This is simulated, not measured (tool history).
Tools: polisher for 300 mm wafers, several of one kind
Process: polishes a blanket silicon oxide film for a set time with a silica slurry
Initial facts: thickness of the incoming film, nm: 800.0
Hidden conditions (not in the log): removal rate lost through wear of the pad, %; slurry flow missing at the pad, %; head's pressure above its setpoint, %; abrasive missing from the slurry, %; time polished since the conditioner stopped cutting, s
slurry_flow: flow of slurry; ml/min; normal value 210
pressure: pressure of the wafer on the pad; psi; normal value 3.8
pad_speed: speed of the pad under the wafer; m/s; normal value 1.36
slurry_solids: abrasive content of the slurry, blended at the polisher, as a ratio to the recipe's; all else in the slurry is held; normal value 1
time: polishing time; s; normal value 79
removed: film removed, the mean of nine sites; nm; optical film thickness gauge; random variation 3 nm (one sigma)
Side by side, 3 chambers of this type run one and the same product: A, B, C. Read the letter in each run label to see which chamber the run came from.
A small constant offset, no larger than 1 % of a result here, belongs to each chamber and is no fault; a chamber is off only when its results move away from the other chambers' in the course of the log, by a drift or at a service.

| run | hour | slurry_flow | pressure | pad_speed | slurry_solids | time | wafers polished on this pad | hours since the slurry nozzle was cleaned | hours since the head pressure was calibrated | hours since the slurry blender was calibrated | hours since the conditioning disc was replaced | removed |
|---|---|---|---|---|---|---|---|---|---|---|---|---|
|  | 7.8 | chamber B: conditioning disc replaced and pad reconditioned |
| 1C | 16 | 210 | 3.8 | 1.36 | 1 | 79 | 1109 | 224.7 | 27.2 | 209.1 | 368.5 | 249.92 |
|  | 22.8 | chamber B: slurry blender recalibrated |
| 2A | 23.8 | 210 | 3.8 | 1.36 | 1 | 79 | 1068 | 291.1 | 101.9 | 66.3 | 67.7 | 258.37 |
|  | 30.2 | chamber C: worn pad replaced by a new one |
| 3B | 33.5 | 210 | 3.8 | 1.36 | 1 | 79 | 912 | 65.9 | 187.1 | 10.7 | 25.7 | 259.51 |
|  | 34.9 | chamber A: worn pad replaced by a new one |
| 4C | 41 | 210 | 3.8 | 1.36 | 1 | 79 | 148 | 249.7 | 52.2 | 234.1 | 393.5 | 252.23 |
|  | 54.3 | chamber B: worn pad replaced by a new one |
| 5A | 56.1 | 285 | 3.8 | 1.36 | 1 | 79 | 290 | 323.4 | 134.2 | 98.6 | 100 | 268.36 |
| 6B | 67 | 285 | 3.8 | 1.36 | 1 | 79 | 174 | 99.4 | 220.6 | 44.2 | 59.2 | 265.36 |
| 7B | 78.8 | 285 | 3.8 | 1.36 | 1 | 79 | 336 | 111.2 | 232.4 | 56 | 71 | 266.61 |
| 8A | 90.2 | 210 | 3.8 | 1.36 | 1 | 79 | 758 | 357.5 | 168.3 | 132.7 | 134.1 | 255.17 |
|  | 95 | chamber C: slurry nozzle cleaned |
| 9C | 104.2 | 210 | 3.8 | 1.36 | 1 | 79 | 1015 | 9.2 | 115.4 | 297.3 | 456.7 | 251.64 |
| 10B | 115.3 | 210 | 3.8 | 1.36 | 1 | 79 | 837 | 147.7 | 268.9 | 92.5 | 107.5 | 259.92 |
|  | 120.5 | chamber A: worn pad replaced by a new one |
| 11A | 127.8 | 210 | 3.8 | 1.36 | 1 | 79 | 100 | 395.1 | 205.9 | 170.3 | 171.7 | 253.23 |
|  | 132.4 | chamber A: conditioning disc replaced and pad reconditioned |
| 12C | 136.1 | 210 | 3.8 | 1.36 | 1 | 79 | 1452 | 41.1 | 147.3 | 329.2 | 488.6 | 252.62 |
|  | 136.6 | chamber C: worn pad replaced by a new one |
| 13B | 146.1 | 210 | 3.8 | 1.36 | 1 | 79 | 1259 | 178.5 | 299.7 | 123.3 | 138.3 | 256.43 |
|  | 151.7 | chamber B: worn pad replaced by a new one |
| 14C | 160.4 | 210 | 3.8 | 1.36 | 1 | 79 | 326 | 65.4 | 171.6 | 353.5 | 512.9 | 262.32 |
|  | 162.5 | chamber C: conditioning disc replaced and pad reconditioned |
|  | 172.6 | chamber B: slurry blender recalibrated |
| 15A | 175.3 | 210 | 3.8 | 1.36 | 1 | 79 | 751 | 442.6 | 253.4 | 217.8 | 42.9 | 257.46 |
| 16B | 184.9 | 210 | 3.8 | 1.36 | 1 | 79 | 456 | 217.3 | 338.5 | 12.4 | 177.1 | 254.34 |
|  | 192.3 | chamber C: slurry blender recalibrated |
| 17A | 196.7 | 210 | 3.8 | 1.36 | 1 | 79 | 1045 | 464 | 274.8 | 239.2 | 64.3 | 253.08 |
|  | 203.2 | chamber A: worn pad replaced by a new one |
| 18C | 205.7 | 210 | 3.8 | 1.36 | 1 | 79 | 948 | 110.7 | 216.9 | 13.4 | 43.2 | 254.51 |
| 19B | 213.6 | 210 | 3.8 | 1.36 | 1.1 | 104 | 849 | 246 | 367.2 | 41.1 | 205.8 | 347.58 |
|  | 223.7 | chamber C: worn pad replaced by a new one |
| 20A | 224.5 | 210 | 3.8 | 1.36 | 1.1 | 104 | 292 | 491.8 | 302.6 | 267 | 92.1 | 347.06 |
| 21C | 234 | 210 | 3.8 | 1.36 | 1.1 | 104 | 142 | 139 | 245.2 | 41.7 | 71.5 | 346 |
| 22A | 246.7 | 210 | 3.8 | 1.36 | 1 | 79 | 596 | 514 | 324.8 | 289.2 | 114.3 | 250.97 |
|  | 246.8 | chamber B: worn pad replaced by a new one |
| 23B | 255.8 | 210 | 3.4 | 1.36 | 1 | 79 | 124 | 288.2 | 409.4 | 83.3 | 248 | 229.85 |
| 24C | 265.5 | 210 | 3.4 | 1.36 | 1 | 79 | 574 | 170.5 | 276.7 | 73.2 | 103 | 227.78 |
| 25A | 279.7 | 210 | 3.4 | 1.36 | 1 | 79 | 1049 | 547 | 357.8 | 322.2 | 147.3 | 220.06 |
| 26B | 295.6 | 210 | 3.8 | 1.36 | 1 | 79 | 670 | 328 | 449.2 | 123.1 | 287.8 | 254.51 |
|  | 298.2 | chamber A: worn pad replaced by a new one |
|  | 307.8 | chamber A: conditioning disc replaced and pad reconditioned |
| 27C | 311.1 | 210 | 3.8 | 1.36 | 1 | 79 | 1199 | 216.1 | 322.3 | 118.8 | 148.6 | 251.78 |
|  | 311.9 | chamber C: worn pad replaced by a new one |
|  | 315.6 | chamber B: slurry blender recalibrated |
| 28C | 324 | 210 | 3.8 | 1.36 | 1 | 79 | 167 | 229 | 335.2 | 131.7 | 161.5 | 253.86 |
| 29B | 339 | 210 | 3.8 | 1.36 | 1 | 79 | 1265 | 371.4 | 492.6 | 23.4 | 331.2 | 260.48 |
|  | 353.3 | chamber B: worn pad replaced by a new one |
| 30A | 354.8 | 210 | 3.8 | 1.36 | 1 | 79 | 776 | 622.1 | 432.9 | 397.3 | 47 | 243.62 |
| 31C | 365.6 | 210 | 3.8 | 1.36 | 1 | 79 | 737 | 270.6 | 376.8 | 173.3 | 203.1 | 258.55 |
|  | 367.5 | chamber B: conditioning disc replaced and pad reconditioned |
| 32A | 372.8 | 210 | 3.8 | 1.36 | 1 | 79 | 1023 | 640.1 | 450.9 | 415.3 | 65 | 238.46 |
| 33B | 382.6 | 275 | 3.8 | 1.36 | 1 | 93 | 401 | 415 | 536.2 | 67 | 15.1 | 308.75 |
|  | 383.3 | chamber C: slurry nozzle cleaned |
|  | 386.4 | chamber A: worn pad replaced by a new one |
| 34C | 395.3 | 275 | 3.8 | 1.36 | 1 | 93 | 1145 | 12.1 | 406.5 | 203 | 232.8 | 315.79 |
| 35A | 405.6 | 275 | 3.8 | 1.36 | 1 | 93 | 264 | 672.9 | 483.7 | 448.1 | 97.8 | 291.35 |
|  | 409.3 | chamber C: worn pad replaced by a new one |
| 36B | 414.4 | 210 | 3.8 | 1.36 | 1 | 79 | 837 | 446.8 | 568 | 98.8 | 46.9 | 255.51 |
|  | 422 | chamber A: slurry nozzle cleaned |
| 37C | 429.9 | 210 | 3.8 | 1.36 | 1 | 79 | 283 | 46.7 | 441.1 | 237.6 | 267.4 | 255.22 |
| 38B | 440 | 210 | 3.8 | 1.36 | 1 | 79 | 1189 | 472.4 | 593.6 | 124.4 | 72.5 | 249.9 |
| 39A | 449.9 | 210 | 3.8 | 1.36 | 1 | 79 | 871 | 28 | 528 | 492.4 | 142.1 | 229.25 |
|  | 459.4 | chamber B: slurry blender recalibrated |
| 40B | 460 | 210 | 3.8 | 1.36 | 1 | 79 | 1463 | 492.4 | 613.6 | 0.7 | 92.5 | 253.15 |
| 41C | 472 | 210 | 3.8 | 1.36 | 1 | 79 | 861 | 88.8 | 483.2 | 279.7 | 309.5 | 258.47 |
| 42A | 481.9 | 210 | 3.8 | 1.36 | 1 | 79 | 1310 | 60 | 560 | 524.4 | 174.1 | 235.33 |

All 3 chambers run these settings next. Forecast each chamber's results:
| 43A | 493.4 | 210 | 3.8 | 1.36 | 1 | 79 |  |  |  |  |  | ? |
| 43B | 493.4 | 210 | 3.8 | 1.36 | 1 | 79 |  |  |  |  |  | ? |
| 43C | 493.4 | 210 | 3.8 | 1.36 | 1 | 79 |  |  |  |  |  | ? |

| run | removed |
|---|---|
| 43A | 229.79 |
| 43B | 258.13 |
| 43C | 255.05 |
